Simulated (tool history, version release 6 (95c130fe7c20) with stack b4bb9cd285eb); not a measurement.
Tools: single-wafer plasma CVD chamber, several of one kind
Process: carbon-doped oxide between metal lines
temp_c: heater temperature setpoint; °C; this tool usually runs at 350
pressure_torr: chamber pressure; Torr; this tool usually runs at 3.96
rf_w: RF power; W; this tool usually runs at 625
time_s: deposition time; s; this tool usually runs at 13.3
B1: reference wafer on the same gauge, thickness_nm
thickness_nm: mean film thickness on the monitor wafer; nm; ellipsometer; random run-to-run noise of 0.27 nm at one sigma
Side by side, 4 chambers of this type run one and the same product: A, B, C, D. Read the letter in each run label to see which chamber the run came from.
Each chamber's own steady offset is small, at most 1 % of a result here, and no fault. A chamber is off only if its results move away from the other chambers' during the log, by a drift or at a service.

{"run": "1C", "hour": 3.7, "temp_c": 350, "pressure_torr": 3.96, "rf_w": 625, "time_s": 13.3, "B1": 80.935, "thickness_nm": 76.89}
{"run": "2B", "hour": 6.8, "temp_c": 350, "pressure_torr": 3.96, "rf_w": 625, "time_s": 13.3, "B1": 80.961, "thickness_nm": 76.469}
{"run": "3A", "hour": 10.2, "temp_c": 350, "pressure_torr": 3.96, "rf_w": 625, "time_s": 13.3, "B1": 81.024, "thickness_nm": 76.669}
{"run": "4D", "hour": 13.6, "temp_c": 350, "pressure_torr": 3.96, "rf_w": 625, "time_s": 13.3, "B1": 81.063, "thickness_nm": 76.958}
{"run": "5D", "hour": 20.3, "temp_c": 350, "pressure_torr": 3.96, "rf_w": 625, "time_s": 13.3, "B1": 81.022, "thickness_nm": 77.001}
{"run": "6C", "hour": 26.9, "temp_c": 350, "pressure_torr": 3.96, "rf_w": 625, "time_s": 13.3, "B1": 81.048, "thickness_nm": 77.226}
{"run": "7B", "hour": 33.2, "temp_c": 350, "pressure_torr": 3.96, "rf_w": 545, "time_s": 12, "B1": 81.072, "thickness_nm": 63.742}
{"run": "8A", "hour": 39.7, "temp_c": 350, "pressure_torr": 3.96, "rf_w": 545, "time_s": 12, "B1": 81.013, "thickness_nm": 64.065}
{"run": "9C", "hour": 43.5, "temp_c": 350, "pressure_torr": 3.96, "rf_w": 545, "time_s": 12, "B1": 80.981, "thickness_nm": 63.556}
{"run": "10A", "hour": 47.1, "temp_c": 350, "pressure_torr": 3.96, "rf_w": 545, "time_s": 12, "B1": 81.011, "thickness_nm": 63.667}
{"run": "11D", "hour": 50.7, "temp_c": 350, "pressure_torr": 3.96, "rf_w": 625, "time_s": 13.3, "B1": 80.948, "thickness_nm": 77.075}
{"run": "12B", "hour": 56.4, "temp_c": 335, "pressure_torr": 3.96, "rf_w": 625, "time_s": 13.3, "B1": 80.994, "thickness_nm": 80.044}
{"run": "13A", "hour": 62.8, "temp_c": 335, "pressure_torr": 3.96, "rf_w": 625, "time_s": 13.3, "B1": 80.999, "thickness_nm": 80.584}
{"run": "14D", "hour": 65.8, "temp_c": 335, "pressure_torr": 3.96, "rf_w": 625, "time_s": 13.3, "B1": 80.964, "thickness_nm": 80.702}
{"run": "15C", "hour": 69.5, "temp_c": 335, "pressure_torr": 3.96, "rf_w": 625, "time_s": 13.3, "B1": 80.981, "thickness_nm": 80.352}
{"run": "16B", "hour": 75.0, "temp_c": 350, "pressure_torr": 3.96, "rf_w": 625, "time_s": 13.3, "B1": 81.032, "thickness_nm": 76.42}
{"run": "17C", "hour": 80.9, "temp_c": 350, "pressure_torr": 3.96, "rf_w": 625, "time_s": 13.3, "B1": 81.04, "thickness_nm": 76.801}
{"run": "18D", "hour": 87.1, "temp_c": 350, "pressure_torr": 3.96, "rf_w": 625, "time_s": 13.3, "B1": 81.023, "thickness_nm": 76.809}
{"run": "19B", "hour": 92.5, "temp_c": 350, "pressure_torr": 3.96, "rf_w": 625, "time_s": 13.3, "B1": 81.04, "thickness_nm": 77.307}
{"run": "20A", "hour": 98.9, "temp_c": 350, "pressure_torr": 3.96, "rf_w": 625, "time_s": 13.3, "B1": 80.956, "thickness_nm": 76.846}
{"run": "21D", "hour": 105.3, "temp_c": 350, "pressure_torr": 3.96, "rf_w": 625, "time_s": 13.3, "B1": 81.003, "thickness_nm": 77.081}
{"run": "22C", "hour": 110.1, "temp_c": 350, "pressure_torr": 3.96, "rf_w": 625, "time_s": 13.3, "B1": 80.993, "thickness_nm": 76.206}
{"run": "23A", "hour": 115.4, "temp_c": 350, "pressure_torr": 3.96, "rf_w": 625, "time_s": 13.3, "B1": 81, "thickness_nm": 76.795}
{"run": "24B", "hour": 119.8, "temp_c": 350, "pressure_torr": 3.96, "rf_w": 625, "time_s": 13.3, "B1": 81.011, "thickness_nm": 77.077}
{"run": "25D", "hour": 126.0, "temp_c": 350, "pressure_torr": 3.96, "rf_w": 625, "time_s": 13.3, "B1": 80.948, "thickness_nm": 77.137}
{"run": "26C", "hour": 131.8, "temp_c": 350, "pressure_torr": 3.96, "rf_w": 625, "time_s": 13.3, "B1": 80.967, "thickness_nm": 76.723}
{"run": "27A", "hour": 135.1, "temp_c": 350, "pressure_torr": 3.96, "rf_w": 625, "time_s": 13.3, "B1": 81.015, "thickness_nm": 76.757}
{"run": "28B", "hour": 138.2, "temp_c": 350, "pressure_torr": 4.42, "rf_w": 585, "time_s": 13.3, "B1": 80.886, "thickness_nm": 74.657}
{"run": "29D", "hour": 142.7, "temp_c": 350, "pressure_torr": 4.42, "rf_w": 585, "time_s": 13.3, "B1": 80.965, "thickness_nm": 75.246}
{"run": "30B", "hour": 148.4, "temp_c": 350, "pressure_torr": 4.42, "rf_w": 585, "time_s": 13.3, "B1": 81.003, "thickness_nm": 74.964}
{"run": "31C", "hour": 153.1, "temp_c": 350, "pressure_torr": 4.42, "rf_w": 585, "time_s": 13.3, "B1": 81.014, "thickness_nm": 74.656}
{"run": "32A", "hour": 159.1, "temp_c": 350, "pressure_torr": 3.65, "rf_w": 625, "time_s": 13.3, "B1": 81.104, "thickness_nm": 75.669}
{"run": "33B", "hour": 162.1, "temp_c": 350, "pressure_torr": 3.65, "rf_w": 625, "time_s": 13.3, "B1": 81.011, "thickness_nm": 76.32}
{"run": "34A", "hour": 168.5, "temp_c": 350, "pressure_torr": 3.65, "rf_w": 625, "time_s": 13.3, "B1": 80.971, "thickness_nm": 75.953}
{"run": "35C", "hour": 173.2, "temp_c": 350, "pressure_torr": 3.65, "rf_w": 625, "time_s": 13.3, "B1": 80.939, "thickness_nm": 75.762}
{"run": "36D", "hour": 179.5, "temp_c": 350, "pressure_torr": 3.96, "rf_w": 625, "time_s": 13.3, "B1": 81.035, "thickness_nm": 77.482}
{"run": "37A", "hour": 183.3, "temp_c": 350, "pressure_torr": 3.96, "rf_w": 625, "time_s": 13.3, "B1": 80.992, "thickness_nm": 76.826}
{"run": "38B", "hour": 186.7, "temp_c": 350, "pressure_torr": 3.96, "rf_w": 730, "time_s": 15.8, "B1": 81.074, "thickness_nm": 100.15}
{"run": "39C", "hour": 190.2, "temp_c": 350, "pressure_torr": 3.96, "rf_w": 730, "time_s": 15.8, "B1": 81.037, "thickness_nm": 99.235}
{"run": "40D", "hour": 196.8, "temp_c": 350, "pressure_torr": 3.96, "rf_w": 730, "time_s": 15.8, "B1": 80.973, "thickness_nm": 100.4}

One chamber off, gauge drift, or nothing amiss beyond the chambers' own small offsets? If it is a chamber, which one, and what is the likeliest cause?

Nothing is wrong: each chamber keeps only its own small, steady offset and the gauge holds still.
